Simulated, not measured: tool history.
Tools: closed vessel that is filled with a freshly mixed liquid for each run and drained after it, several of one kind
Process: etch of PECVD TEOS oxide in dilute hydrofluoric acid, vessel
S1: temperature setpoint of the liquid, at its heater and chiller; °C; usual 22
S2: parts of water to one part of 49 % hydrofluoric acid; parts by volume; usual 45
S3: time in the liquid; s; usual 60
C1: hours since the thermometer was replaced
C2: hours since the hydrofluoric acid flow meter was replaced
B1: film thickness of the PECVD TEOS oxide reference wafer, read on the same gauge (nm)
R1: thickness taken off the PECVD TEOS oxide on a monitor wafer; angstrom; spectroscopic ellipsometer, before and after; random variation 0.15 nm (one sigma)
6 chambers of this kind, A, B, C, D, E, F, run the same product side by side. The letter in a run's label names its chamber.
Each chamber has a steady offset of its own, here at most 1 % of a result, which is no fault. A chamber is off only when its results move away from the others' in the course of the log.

run	day	S1	S2	S3	C1	C2	B1	R1
1A	0.129	22	45	60	2288.9	1249.3	140	200.19
2F	0.254	22	45	60	14.2	290.9	140	201.32
3E	0.4	22	45	60	851.1	1934.4	139.99	201.31
4D	0.567	22	45	60	1023.6	818.5	140.01	200.13
5B	0.704	22	45	60	2729.9	144.9	140	200.21
6C	0.888	22	45	60	103.8	1535.1	140.01	199.22
7A	1.133	22	45	40	2313	1273.4	140.02	134.96
# day 1.212: chamber B: thermometer replaced
8D	1.321	22	45	40	1041.7	836.6	140.01	133.77
9E	1.583	22	45	40	879.5	1962.8	140	133.88
10F	1.788	22	45	40	51	327.7	139.98	133.4
11C	1.975	22	45	40	129.9	1561.2	140.01	133.07
12B	2.179	22	45	40	23.3	180.3	140.01	132.68
13C	2.408	22	45	60	140.3	1571.6	140	205.34
14D	2.638	22	45	60	1073.3	868.2	139.97	201.75
15F	2.867	22	45	60	76.9	353.6	140.01	200.85
16E	3.042	20.5	45	60	914.5	1997.8	140	186.6
17B	3.271	20.5	45	60	49.5	206.5	140	188.1
18A	3.454	20.5	45	60	2368.7	1329.1	140	189.93
19B	3.575	20.5	45	60	56.8	213.8	140.01	186.22
20A	3.733	20.5	45	60	2375.4	1335.8	140	188.43
21C	3.946	20.5	45	60	177.2	1608.5	140.02	188.58
22D	4.15	22	45	60	1109.6	904.5	139.99	200.89
23E	4.408	22	45	60	947.3	2030.6	140.01	200.55
24F	4.579	22	45	60	118	394.7	139.98	202.34
25F	4.712	22	45	60	121.2	397.9	139.99	197.66
26E	4.829	22	45	60	957.4	2040.7	139.99	200.92
27C	4.971	24	45	30	201.8	1633.1	140.01	111.18
28D	5.212	24	45	30	1135.1	930	139.98	109.21
29B	5.388	24	45	30	100.3	257.3	139.98	108.71
30A	5.521	24	45	30	2418.3	1378.7	140.04	109.18
31C	5.721	24	45	30	219.8	1651.1	140.02	110.57
32F	5.888	24	45	30	149.4	426.1	139.98	108.94
33A	6.112	18.5	30	60	2432.5	1392.9	140.03	265.23
34D	6.321	18.5	30	60	1161.7	956.6	139.98	263.49
35B	6.554	18.5	30	60	128.3	285.3	140.02	259.59
36E	6.725	18.5	30	60	1002.9	2086.2	139.99	268.61
37F	6.854	18.5	30	60	172.6	449.3	140.01	264.64
38B	7.038	18.5	30	60	139.9	296.9	140.01	260.48
39E	7.279	22	45	60	1016.2	2099.5	139.99	201.42
40A	7.471	22	45	60	2465.1	1425.5	140.01	200.05
41D	7.688	22	45	60	1194.5	989.4	140	201.73
42C	7.838	22	45	60	270.6	1701.9	140.01	201.38

What goes on in this fleet: one chamber off, a drifting gauge, or nothing beyond the chambers' own small offsets? Name the chamber and the cause, if any.

No chamber stands off beyond its own small offset, and the gauge holds steady.
